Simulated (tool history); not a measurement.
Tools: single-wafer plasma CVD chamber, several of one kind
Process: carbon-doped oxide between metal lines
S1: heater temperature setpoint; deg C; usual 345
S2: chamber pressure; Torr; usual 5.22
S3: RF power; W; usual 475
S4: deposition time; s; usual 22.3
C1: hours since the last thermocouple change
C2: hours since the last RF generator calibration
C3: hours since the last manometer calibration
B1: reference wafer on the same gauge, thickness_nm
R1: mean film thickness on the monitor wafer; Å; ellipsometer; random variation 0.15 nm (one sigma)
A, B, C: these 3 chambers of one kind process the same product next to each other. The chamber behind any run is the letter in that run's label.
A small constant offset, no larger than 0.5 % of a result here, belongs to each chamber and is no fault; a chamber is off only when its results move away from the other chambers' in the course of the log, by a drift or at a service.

| run | hour | S1 | S2 | S3 | S4 | C1 | C2 | C3 | B1 | R1 |
|---|---|---|---|---|---|---|---|---|---|---|
| 1A | 9.1 | 345 | 5.22 | 475 | 22.3 | 1230.1 | 1293.8 | 2376.5 | 124.98 | 1134.3 |
| 2C | 15.1 | 345 | 5.22 | 475 | 22.3 | 383.8 | 1806.9 | 2510.7 | 124.98 | 1128.4 |
| 3B | 19.7 | 345 | 5.22 | 475 | 22.3 | 809.2 | 290.1 | 307.3 | 124.98 | 1128.1 |
| 4B | 26 | 345 | 5.22 | 475 | 22.3 | 815.5 | 296.4 | 313.6 | 124.96 | 1128.3 |
| 5A | 31.6 | 345 | 5.22 | 475 | 22.3 | 1252.6 | 1316.3 | 2399 | 124.94 | 1131 |
| 6C | 38.7 | 345 | 5.22 | 475 | 22.3 | 407.4 | 1830.5 | 2534.3 | 124.93 | 1127.8 |
| 7C | 46.7 | 350 | 5.22 | 395 | 22.3 | 415.4 | 1838.5 | 2542.3 | 124.93 | 971.65 |
| 8A | 51.5 | 350 | 5.22 | 395 | 22.3 | 1272.5 | 1336.2 | 2418.9 | 124.89 | 980.42 |
| 9B | 56.7 | 350 | 5.22 | 395 | 22.3 | 846.2 | 327.1 | 344.3 | 124.89 | 973.67 |
| 10B | 62.3 | 345 | 5.22 | 475 | 22.3 | 851.8 | 332.7 | 349.9 | 124.88 | 1125.8 |
| 11A | 68.2 | 345 | 5.22 | 475 | 22.3 | 1289.2 | 1352.9 | 2435.6 | 124.87 | 1133.2 |
|  | 72.2 | chamber B: thermocouple changed; heater temperature recalibrated |
| 12C | 74.2 | 345 | 5.22 | 475 | 22.3 | 442.9 | 1866 | 2569.8 | 124.85 | 1126 |
| 13A | 78.9 | 345 | 5.22 | 475 | 22.3 | 1299.9 | 1363.6 | 2446.3 | 124.84 | 1131.9 |
| 14B | 85.3 | 352 | 3.94 | 475 | 22.3 | 13.2 | 355.7 | 372.9 | 124.83 | 1063.3 |
| 15C | 91.9 | 352 | 3.94 | 475 | 22.3 | 460.6 | 1883.7 | 2587.5 | 124.82 | 1060.5 |
| 16C | 101.7 | 352 | 3.94 | 475 | 22.3 | 470.4 | 1893.5 | 2597.3 | 124.79 | 1061.2 |
| 17A | 109.3 | 345 | 5.22 | 475 | 22.3 | 1330.3 | 1394 | 2476.7 | 124.79 | 1130.8 |
| 18B | 116.2 | 345 | 5.22 | 475 | 22.3 | 44.1 | 386.6 | 403.8 | 124.72 | 1124 |
|  | 120.1 | chamber C: RF generator calibrated |
| 19A | 123.9 | 345 | 5.22 | 475 | 22.3 | 1344.9 | 1408.6 | 2491.3 | 124.75 | 1132.1 |
| 20B | 132.9 | 345 | 5.22 | 475 | 22.3 | 60.8 | 403.3 | 420.5 | 124.7 | 1125.3 |
| 21C | 138.6 | 345 | 5.22 | 475 | 22.3 | 507.3 | 18.5 | 2634.2 | 124.71 | 1120.9 |
| 22B | 147.2 | 345 | 5.22 | 475 | 22.3 | 75.1 | 417.6 | 434.8 | 124.66 | 1121.6 |
| 23C | 154.4 | 345 | 5.22 | 475 | 22.3 | 523.1 | 34.3 | 2650 | 124.7 | 1123.1 |
| 24A | 162.8 | 345 | 5.22 | 475 | 22.3 | 1383.8 | 1447.5 | 2530.2 | 124.62 | 1131.9 |
| 25C | 170.9 | 345 | 5.22 | 475 | 22.3 | 539.6 | 50.8 | 2666.5 | 124.59 | 1122.2 |
| 26B | 180.4 | 352 | 5.22 | 475 | 22.3 | 108.3 | 450.8 | 468 | 124.6 | 1099.2 |
| 27A | 189 | 352 | 5.22 | 475 | 22.3 | 1410 | 1473.7 | 2556.4 | 124.58 | 1107.7 |
| 28A | 193.5 | 352 | 5.22 | 475 | 22.3 | 1414.5 | 1478.2 | 2560.9 | 124.55 | 1106.3 |
| 29C | 201.9 | 345 | 5.22 | 475 | 22.3 | 570.6 | 81.8 | 2697.5 | 124.57 | 1123.6 |
|  | 207.6 | chamber C: capacitance manometer re-zeroed and calibrated |
| 30B | 209.6 | 345 | 5.22 | 475 | 22.3 | 137.5 | 480 | 497.2 | 124.53 | 1121.8 |
| 31C | 215.5 | 345 | 5.22 | 475 | 22.3 | 584.2 | 95.4 | 8 | 124.48 | 1123.9 |
| 32B | 223.9 | 345 | 5.22 | 475 | 22.3 | 151.8 | 494.3 | 511.5 | 124.47 | 1124 |
| 33A | 231.6 | 345 | 5.22 | 475 | 22.3 | 1452.6 | 1516.3 | 2599 | 124.5 | 1128.7 |
| 34B | 237.5 | 345 | 5.22 | 475 | 22.3 | 165.4 | 507.9 | 525.1 | 124.47 | 1123.7 |
| 35A | 245.7 | 345 | 5.22 | 475 | 22.3 | 1466.7 | 1530.4 | 2613.1 | 124.47 | 1126.1 |
| 36C | 254.9 | 345 | 5.22 | 475 | 22.3 | 623.6 | 134.8 | 47.4 | 124.42 | 1124.4 |
| 37A | 259.2 | 345 | 5.22 | 475 | 22.3 | 1480.2 | 1543.9 | 2626.6 | 124.44 | 1128.5 |
| 38C | 264.5 | 345 | 5.78 | 475 | 22.3 | 633.2 | 144.4 | 57 | 124.45 | 1138.8 |
| 39B | 272.2 | 345 | 5.78 | 475 | 22.3 | 200.1 | 542.6 | 559.8 | 124.46 | 1137.1 |
| 40B | 281 | 345 | 5.78 | 475 | 22.3 | 208.9 | 551.4 | 568.6 | 124.39 | 1137.7 |
| 41A | 290.7 | 345 | 5.22 | 475 | 22.3 | 1511.7 | 1575.4 | 2658.1 | 124.38 | 1128.9 |
| 42C | 300.6 | 345 | 5.22 | 475 | 23.9 | 669.3 | 180.5 | 93.1 | 124.32 | 1198.9 |

All chambers now run identical settings, listed one chamber a line with results as question marks. What results will each chamber show?
| 43A | 307.6 | 345 | 5.92 | 475 | 22.3 |  |  |  |  | ? |
| 43B | 307.6 | 345 | 5.92 | 475 | 22.3 |  |  |  |  | ? |
| 43C | 307.6 | 345 | 5.92 | 475 | 22.3 |  |  |  |  | ? |

| run | R1 |
|---|---|
| 43A | 1143.6 |
| 43B | 1137.3 |
| 43C | 1135.9 |

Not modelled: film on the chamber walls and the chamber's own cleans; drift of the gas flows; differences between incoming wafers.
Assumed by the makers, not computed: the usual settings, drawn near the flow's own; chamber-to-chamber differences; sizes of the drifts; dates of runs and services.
